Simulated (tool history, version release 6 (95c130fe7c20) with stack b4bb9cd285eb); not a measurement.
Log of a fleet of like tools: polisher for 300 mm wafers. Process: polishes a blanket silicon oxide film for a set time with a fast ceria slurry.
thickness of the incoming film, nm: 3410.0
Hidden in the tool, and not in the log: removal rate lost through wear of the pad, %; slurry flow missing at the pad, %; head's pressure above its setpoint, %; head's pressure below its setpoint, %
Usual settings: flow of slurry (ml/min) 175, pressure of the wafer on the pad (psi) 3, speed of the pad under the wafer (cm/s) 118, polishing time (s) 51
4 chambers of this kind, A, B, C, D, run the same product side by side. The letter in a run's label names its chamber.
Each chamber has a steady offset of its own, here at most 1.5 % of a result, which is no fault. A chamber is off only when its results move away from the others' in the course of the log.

| run | hour | flow of slurry (ml/min) | pressure of the wafer on the pad (psi) | speed of the pad under the wafer (cm/s) | polishing time (s) | wafers polished on this pad | hours since the slurry nozzle was cleaned | hours since the head pressure was calibrated | film removed (nm) |
|---|---|---|---|---|---|---|---|---|---|
| 1C | 7.7 | 175 | 3 | 118 | 51 | 189 | 357.2 | 184.9 | 918.69 |
| 2D | 14.7 | 175 | 3 | 118 | 51 | 539 | 342.3 | 407.9 | 910.56 |
|  | 19.8 | chamber A: worn pad replaced by a new one |
| 3B | 22 | 175 | 3 | 118 | 51 | 500 | 366.2 | 178.9 | 931.36 |
| 4A | 30.5 | 175 | 3 | 118 | 51 | 138 | 61.4 | 618.3 | 918.66 |
| 5B | 34.9 | 175 | 3 | 118 | 51 | 665 | 379.1 | 191.8 | 940.03 |
| 6C | 40.4 | 175 | 3 | 118 | 51 | 609 | 389.9 | 217.6 | 903.9 |
| 7A | 47.7 | 175 | 3 | 118 | 51 | 358 | 78.6 | 635.5 | 913.2 |
| 8D | 54.7 | 175 | 3 | 118 | 51 | 1052 | 382.3 | 447.9 | 919.09 |
| 9C | 59.8 | 175 | 3 | 118 | 51 | 857 | 409.3 | 237 | 925.26 |
|  | 61.4 | chamber C: slurry nozzle cleaned |
|  | 61.9 | chamber D: worn pad replaced by a new one |
| 10D | 68.8 | 175 | 3 | 118 | 51 | 89 | 396.4 | 462 | 914.4 |
| 11A | 77 | 175 | 3 | 90 | 43 | 734 | 107.9 | 664.8 | 590.46 |
|  | 77.6 | chamber A: worn pad replaced by a new one |
| 12B | 85.7 | 175 | 3 | 90 | 43 | 1317 | 429.9 | 242.6 | 586.42 |
|  | 86.4 | chamber B: worn pad replaced by a new one |
| 13C | 90.1 | 175 | 3 | 90 | 43 | 1246 | 28.7 | 267.3 | 581.66 |
| 14D | 94.1 | 175 | 3 | 90 | 43 | 413 | 421.7 | 487.3 | 574.34 |
| 15A | 100.5 | 175 | 3 | 118 | 51 | 294 | 131.4 | 688.3 | 910.22 |
|  | 100.6 | chamber C: worn pad replaced by a new one |
| 16B | 105.4 | 175 | 3 | 118 | 51 | 244 | 449.6 | 262.3 | 930.23 |
| 17B | 110 | 145 | 3 | 118 | 51 | 303 | 454.2 | 266.9 | 909.15 |
| 18D | 117.7 | 145 | 3 | 118 | 51 | 716 | 445.3 | 510.9 | 859.41 |
| 19C | 126.7 | 145 | 3 | 118 | 51 | 335 | 65.3 | 303.9 | 889.06 |
| 20A | 132.2 | 145 | 3 | 118 | 51 | 701 | 163.1 | 720 | 887.84 |
| 21A | 138.9 | 175 | 3 | 118 | 51 | 787 | 169.8 | 726.7 | 919.58 |
|  | 140.9 | chamber D: worn pad replaced by a new one |
| 22D | 143 | 175 | 3 | 118 | 51 | 27 | 470.6 | 536.2 | 877.58 |
| 23C | 149.9 | 175 | 3 | 118 | 51 | 633 | 88.5 | 327.1 | 909.85 |
|  | 153.6 | chamber A: worn pad replaced by a new one |
| 24B | 157.4 | 175 | 3 | 118 | 51 | 911 | 501.6 | 314.3 | 919.21 |
| 25A | 161.8 | 215 | 3 | 96 | 51 | 105 | 192.7 | 749.6 | 770.59 |
| 26B | 167.3 | 215 | 3 | 96 | 51 | 1038 | 511.5 | 324.2 | 772.68 |
| 27C | 175.6 | 215 | 3 | 96 | 51 | 963 | 114.2 | 352.8 | 767.66 |
|  | 176.7 | chamber B: worn pad replaced by a new one |
| 28D | 182.4 | 215 | 3 | 96 | 51 | 532 | 510 | 575.6 | 730.2 |
| 29B | 191.2 | 130 | 3 | 118 | 51 | 186 | 535.4 | 348.1 | 867.03 |

All 4 chambers run these settings next. Forecast each chamber's results:
| 30A | 197.7 | 175 | 3 | 94 | 51 |  |  |  | ? |
| 30B | 197.7 | 175 | 3 | 94 | 51 |  |  |  | ? |
| 30C | 197.7 | 175 | 3 | 94 | 51 |  |  |  | ? |
| 30D | 197.7 | 175 | 3 | 94 | 51 |  |  |  | ? |

| run | film removed (nm) |
|---|---|
| 30A | 721.66 |
| 30B | 722.57 |
| 30C | 729.73 |
| 30D | 672.83 |
